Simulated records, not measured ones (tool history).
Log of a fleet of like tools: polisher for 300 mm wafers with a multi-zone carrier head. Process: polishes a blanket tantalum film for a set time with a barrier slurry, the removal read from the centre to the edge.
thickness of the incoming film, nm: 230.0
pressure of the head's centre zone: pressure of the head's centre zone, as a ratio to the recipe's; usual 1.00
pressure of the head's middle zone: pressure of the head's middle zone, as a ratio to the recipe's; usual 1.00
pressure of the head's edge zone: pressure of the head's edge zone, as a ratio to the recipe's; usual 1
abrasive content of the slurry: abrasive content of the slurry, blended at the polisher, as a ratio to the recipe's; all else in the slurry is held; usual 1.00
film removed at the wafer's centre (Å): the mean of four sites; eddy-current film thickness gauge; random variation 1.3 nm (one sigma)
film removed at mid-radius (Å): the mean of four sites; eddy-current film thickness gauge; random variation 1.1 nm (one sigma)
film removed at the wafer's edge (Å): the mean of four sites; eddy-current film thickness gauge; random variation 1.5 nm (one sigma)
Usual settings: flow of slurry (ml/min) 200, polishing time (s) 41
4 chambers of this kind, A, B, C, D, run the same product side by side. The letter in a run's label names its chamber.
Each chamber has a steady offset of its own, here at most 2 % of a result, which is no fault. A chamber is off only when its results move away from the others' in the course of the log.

run	day	flow of slurry (ml/min)	pressure of the head's centre zone	pressure of the head's middle zone	pressure of the head's edge zone	abrasive content of the slurry	polishing time (s)	film removed at the wafer's centre (Å)	film removed at mid-radius (Å)	film removed at the wafer's edge (Å)
1C	0.358	200	1.00	1.00	1	1.00	41	1002.10	985.56	996.99
2A	0.546	200	1.00	1.00	1	1.00	41	949.12	1011.40	987.96
# day 0.658: chamber A: worn pad replaced by a new one
3D	0.933	200	1.00	1.00	1	1.00	41	985.81	988.81	964.49
4B	1.329	200	1.00	1.00	1	1.00	41	964.59	967.64	1007.00
# day 1.508: chamber D: worn pad replaced by a new one
5D	1.612	200	1.00	1.00	1	1.00	41	1000.60	981.53	976.53
6B	2.012	200	1.00	1.00	1	1.00	41	981.66	958.58	985.34
7C	2.371	200	1.09	1.00	1	1.00	41	1085.20	981.11	958.95
# day 2.662: chamber A: worn pad replaced by a new one
8A	2.775	200	1.09	1.00	1	1.00	41	1078.50	989.51	970.05
9B	3.138	200	1.09	1.00	1	1.00	41	1102.00	968.99	965.54
# day 3.325: chamber B: worn pad replaced by a new one
10A	3.512	200	1.09	1.00	1	1.00	41	1069.50	994.97	972.17
# day 3.533: chamber D: worn pad replaced by a new one
11C	3.833	200	1.00	1.00	1	1.00	41	981.40	923.86	964.66
12D	4.071	200	1.00	1.00	1	1.00	41	985.86	993.72	1000.10
13B	4.304	200	1.00	1.00	1	1.00	41	999.32	952.49	966.40
14D	4.583	200	1.00	1.00	1	1.00	41	982.59	986.72	986.78
# day 4.692: chamber A: worn pad replaced by a new one
15A	4.771	200	1.00	1.00	1	1.00	41	1002.20	993.61	982.50
16C	4.992	200	1.00	1.00	1	1.00	41	957.44	959.10	949.53
17B	5.267	200	1.00	1.00	1	1.25	41	1041.20	1047.90	1072.70
# day 5.500: chamber A: centre zone pressure recalibrated
18C	5.533	200	1.00	1.00	1	1.25	41	1003.00	985.39	975.65
# day 5.633: chamber D: worn pad replaced by a new one
19D	5.929	200	1.00	1.00	1	1.25	41	1063.20	1032.40	1040.80
20A	6.196	200	1.00	1.00	1	1.25	41	1031.80	1010.90	1031.30
21C	6.550	200	1.00	1.11	1	1.00	35	799.52	866.34	773.80
22A	6.746	200	1.00	1.11	1	1.00	35	828.37	939.34	824.10
# day 7.025: chamber A: worn pad replaced by a new one
23D	7.067	200	1.00	1.11	1	1.00	35	826.10	915.84	824.05
24B	7.267	200	1.00	1.11	1	1.00	35	848.62	919.15	838.15
# day 7.275: chamber B: slurry nozzle cleaned
# day 7.446: chamber D: worn pad replaced by a new one
# day 7.508: chamber B: worn pad replaced by a new one
25D	7.608	200	1.00	1.00	1	1.00	41	995.21	995.03	955.99
26C	7.867	200	1.00	1.00	1	1.00	41	912.93	892.27	886.44
27A	8.054	200	1.00	1.00	1	1.00	41	962.11	975.35	973.79
28B	8.312	170	1.00	0.95	1	1.00	41	965.35	921.57	943.06
29D	8.592	170	1.00	0.95	1	1.00	41	948.49	919.40	953.10
30B	8.900	170	1.00	0.95	1	1.00	41	961.40	907.85	971.72
# day 8.929: chamber A: worn pad replaced by a new one
31A	9.088	170	1.00	0.95	1	1.00	41	956.73	899.69	944.42
32C	9.454	200	1.00	1.00	1	1.00	41	886.34	884.31	886.52
33C	9.838	200	1.00	1.00	1	1.00	41	879.08	878.27	893.97
34A	10.179	200	1.00	1.00	1	1.00	41	953.28	989.12	985.25
35B	10.417	200	1.00	1.00	1	1.00	41	990.73	969.97	997.41

What goes on in this fleet: one chamber off, a drifting gauge, or nothing beyond the chambers' own small offsets? Name the chamber and the cause, if any.

Chamber C drifts away from the others.
Cause: removal rate lost through wear of the pad, % = 11.8.

Here are 4 candidates for chamber C's next run, each the usual settings with a change, their results left as question marks. Which one brings its results back in line with what the others give on the usual settings?
In line means no further than this from the other chambers' mean on the usual settings: film removed at the wafer's centre (Å) 46.00; film removed at mid-radius (Å) 39.00; film removed at the wafer's edge (Å) 51.00
36C-1	10.708	205	1.00	1.02	1	1.00	45	?	?	?
36C-2	10.708	200	1.00	0.99	1	1.00	39	?	?	?
36C-3	10.708	195	1.00	0.98	1	1.00	37	?	?	?
36C-4	10.708	200	1.00	1.01	1	1.00	43	?	?	?

The other chambers' mean on the usual settings: film removed at the wafer's centre (Å) 984.45; film removed at mid-radius (Å) 979.00; film removed at the wafer's edge (Å) 975.26
run	film removed at the wafer's centre (Å)	film removed at mid-radius (Å)	film removed at the wafer's edge (Å)
36C-1	963.44	964.95	958.46
36C-2	831.41	810.41	828.81
36C-3	785.34	758.72	784.23
36C-4	916.82	910.33	913.55
36C-1 brings the chamber back in line.
